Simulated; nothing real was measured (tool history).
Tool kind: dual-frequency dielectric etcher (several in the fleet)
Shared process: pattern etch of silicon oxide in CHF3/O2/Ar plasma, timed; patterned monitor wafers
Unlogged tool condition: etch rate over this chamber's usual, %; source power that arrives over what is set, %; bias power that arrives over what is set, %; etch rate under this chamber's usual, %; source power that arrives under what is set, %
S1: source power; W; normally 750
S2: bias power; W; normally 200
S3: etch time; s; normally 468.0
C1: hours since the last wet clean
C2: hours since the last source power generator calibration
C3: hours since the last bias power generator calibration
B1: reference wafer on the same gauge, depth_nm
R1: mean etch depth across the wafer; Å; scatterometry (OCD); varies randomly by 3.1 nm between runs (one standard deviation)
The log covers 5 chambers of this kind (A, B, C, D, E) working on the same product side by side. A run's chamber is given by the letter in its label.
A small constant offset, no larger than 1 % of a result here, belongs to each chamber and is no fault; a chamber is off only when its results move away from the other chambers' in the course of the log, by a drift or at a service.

| run | hour | S1 | S2 | S3 | C1 | C2 | C3 | B1 | R1 |
|---|---|---|---|---|---|---|---|---|---|
| 1E | 8.3 | 750 | 200 | 468.0 | 37.1 | 2634.2 | 693.2 | 1019.6 | 10461.0 |
| 2B | 14.3 | 750 | 200 | 468.0 | 400.7 | 1030.4 | 1536.7 | 1020.3 | 10342.0 |
| 3A | 22.9 | 750 | 200 | 468.0 | 264.4 | 3935.0 | 154.3 | 1019.5 | 10503.0 |
| 4D | 29.1 | 750 | 200 | 468.0 | 382.8 | 1784.6 | 1751.4 | 1020.3 | 10438.0 |
| 5C | 35.0 | 750 | 200 | 468.0 | 351.6 | 2875.0 | 2740.8 | 1020.2 | 10558.0 |
| 6C | 40.5 | 750 | 200 | 468.0 | 357.1 | 2880.5 | 2746.3 | 1019.4 | 10536.0 |
| 7B | 48.3 | 750 | 200 | 468.0 | 434.7 | 1064.4 | 1570.7 | 1021.0 | 10355.0 |
| 8D | 54.8 | 750 | 200 | 468.0 | 408.5 | 1810.3 | 1777.1 | 1019.4 | 10408.0 |
| 9E | 61.2 | 750 | 200 | 468.0 | 90.0 | 2687.1 | 746.1 | 1020.5 | 10512.0 |
| 10A | 66.5 | 750 | 200 | 468.0 | 308.0 | 3978.6 | 197.9 | 1019.8 | 10482.0 |
| 11B | 74.4 | 920 | 237 | 468.0 | 460.8 | 1090.5 | 1596.8 | 1020.2 | 11843.0 |
| 12D | 80.2 | 920 | 237 | 468.0 | 433.9 | 1835.7 | 1802.5 | 1020.0 | 11939.0 |
| 13E | 86.7 | 920 | 237 | 468.0 | 115.5 | 2712.6 | 771.6 | 1020.3 | 11980.0 |
| 14A | 92.5 | 920 | 237 | 468.0 | 334.0 | 4004.6 | 223.9 | 1020.1 | 11934.0 |
| 15C | 101.0 | 920 | 237 | 468.0 | 417.6 | 2941.0 | 2806.8 | 1020.4 | 12135.0 |
| 16D | 105.9 | 750 | 200 | 468.0 | 459.6 | 1861.4 | 1828.2 | 1019.7 | 10433.0 |
| 17A | 110.0 | 570 | 200 | 348.5 | 351.5 | 4022.1 | 241.4 | 1020.0 | 6995.1 |
| 18B | 117.8 | 570 | 200 | 348.5 | 504.2 | 1133.9 | 1640.2 | 1019.8 | 6906.0 |
| 19C | 121.9 | 570 | 200 | 348.5 | 438.5 | 2961.9 | 2827.7 | 1020.5 | 7026.4 |
|  | 122.5 | chamber A: wet clean of the chamber |
| 20E | 128.5 | 570 | 200 | 348.5 | 157.3 | 2754.4 | 813.4 | 1020.4 | 7028.8 |
| 21B | 133.8 | 570 | 200 | 348.5 | 520.2 | 1149.9 | 1656.2 | 1020.2 | 6926.5 |
| 22E | 137.8 | 750 | 200 | 468.0 | 166.6 | 2763.7 | 822.7 | 1020.1 | 10462.0 |
| 23D | 145.2 | 750 | 200 | 468.0 | 498.9 | 1900.7 | 1867.5 | 1019.4 | 10434.0 |
| 24A | 151.0 | 920 | 200 | 468.0 | 28.5 | 4063.1 | 282.4 | 1019.2 | 11324.0 |
| 25C | 155.2 | 920 | 200 | 468.0 | 471.8 | 2995.2 | 2861.0 | 1019.3 | 11411.0 |
| 26C | 160.4 | 920 | 200 | 468.0 | 477.0 | 3000.4 | 2866.2 | 1020.2 | 11423.0 |
| 27B | 165.7 | 920 | 200 | 468.0 | 552.1 | 1181.8 | 1688.1 | 1020.5 | 11019.0 |
| 28D | 171.8 | 920 | 200 | 468.0 | 525.5 | 1927.3 | 1894.1 | 1020.2 | 11250.0 |
| 29E | 177.7 | 750 | 200 | 468.0 | 206.5 | 2803.6 | 862.6 | 1020.9 | 10482.0 |
| 30A | 181.7 | 750 | 200 | 468.0 | 59.2 | 4093.8 | 313.1 | 1021.1 | 10482.0 |
|  | 185.5 | chamber D: wet clean of the chamber |
| 31A | 185.8 | 750 | 200 | 468.0 | 63.3 | 4097.9 | 317.2 | 1020.4 | 10453.0 |
|  | 190.3 | chamber C: wet clean of the chamber |
| 32D | 190.7 | 750 | 200 | 468.0 | 5.3 | 1946.2 | 1913.0 | 1020.1 | 10404.0 |
| 33B | 196.7 | 750 | 200 | 468.0 | 583.1 | 1212.8 | 1719.1 | 1018.9 | 10158.0 |
| 34E | 201.9 | 750 | 200 | 468.0 | 230.7 | 2827.8 | 886.8 | 1019.6 | 10471.0 |
| 35C | 208.0 | 750 | 200 | 468.0 | 17.8 | 3048.0 | 2913.8 | 1019.7 | 10567.0 |
| 36C | 213.5 | 750 | 200 | 468.0 | 23.3 | 3053.5 | 2919.3 | 1020.0 | 10518.0 |
| 37E | 222.0 | 750 | 156 | 468.0 | 250.8 | 2847.9 | 906.9 | 1020.4 | 9655.4 |
| 38B | 228.4 | 750 | 156 | 468.0 | 614.8 | 1244.5 | 1750.8 | 1020.0 | 9331.9 |
| 39A | 237.3 | 750 | 156 | 468.0 | 114.8 | 4149.4 | 368.7 | 1020.3 | 9593.6 |
| 40D | 244.2 | 750 | 156 | 468.0 | 58.8 | 1999.7 | 1966.5 | 1019.5 | 9596.0 |
| 41B | 249.7 | 750 | 156 | 468.0 | 636.1 | 1265.8 | 1772.1 | 1019.6 | 9308.6 |
| 42D | 256.2 | 750 | 200 | 468.0 | 70.8 | 2011.7 | 1978.5 | 1019.8 | 10469.0 |

For the next run the whole fleet of 5 chambers uses the same settings. Give each chamber's results:
| 43A | 262.7 | 750 | 200 | 468.0 |  |  |  |  | ? |
| 43B | 262.7 | 750 | 200 | 468.0 |  |  |  |  | ? |
| 43C | 262.7 | 750 | 200 | 468.0 |  |  |  |  | ? |
| 43D | 262.7 | 750 | 200 | 468.0 |  |  |  |  | ? |
| 43E | 262.7 | 750 | 200 | 468.0 |  |  |  |  | ? |

| run | R1 |
|---|---|
| 43A | 10450.0 |
| 43B | 10125.0 |
| 43C | 10570.0 |
| 43D | 10444.0 |
| 43E | 10487.0 |

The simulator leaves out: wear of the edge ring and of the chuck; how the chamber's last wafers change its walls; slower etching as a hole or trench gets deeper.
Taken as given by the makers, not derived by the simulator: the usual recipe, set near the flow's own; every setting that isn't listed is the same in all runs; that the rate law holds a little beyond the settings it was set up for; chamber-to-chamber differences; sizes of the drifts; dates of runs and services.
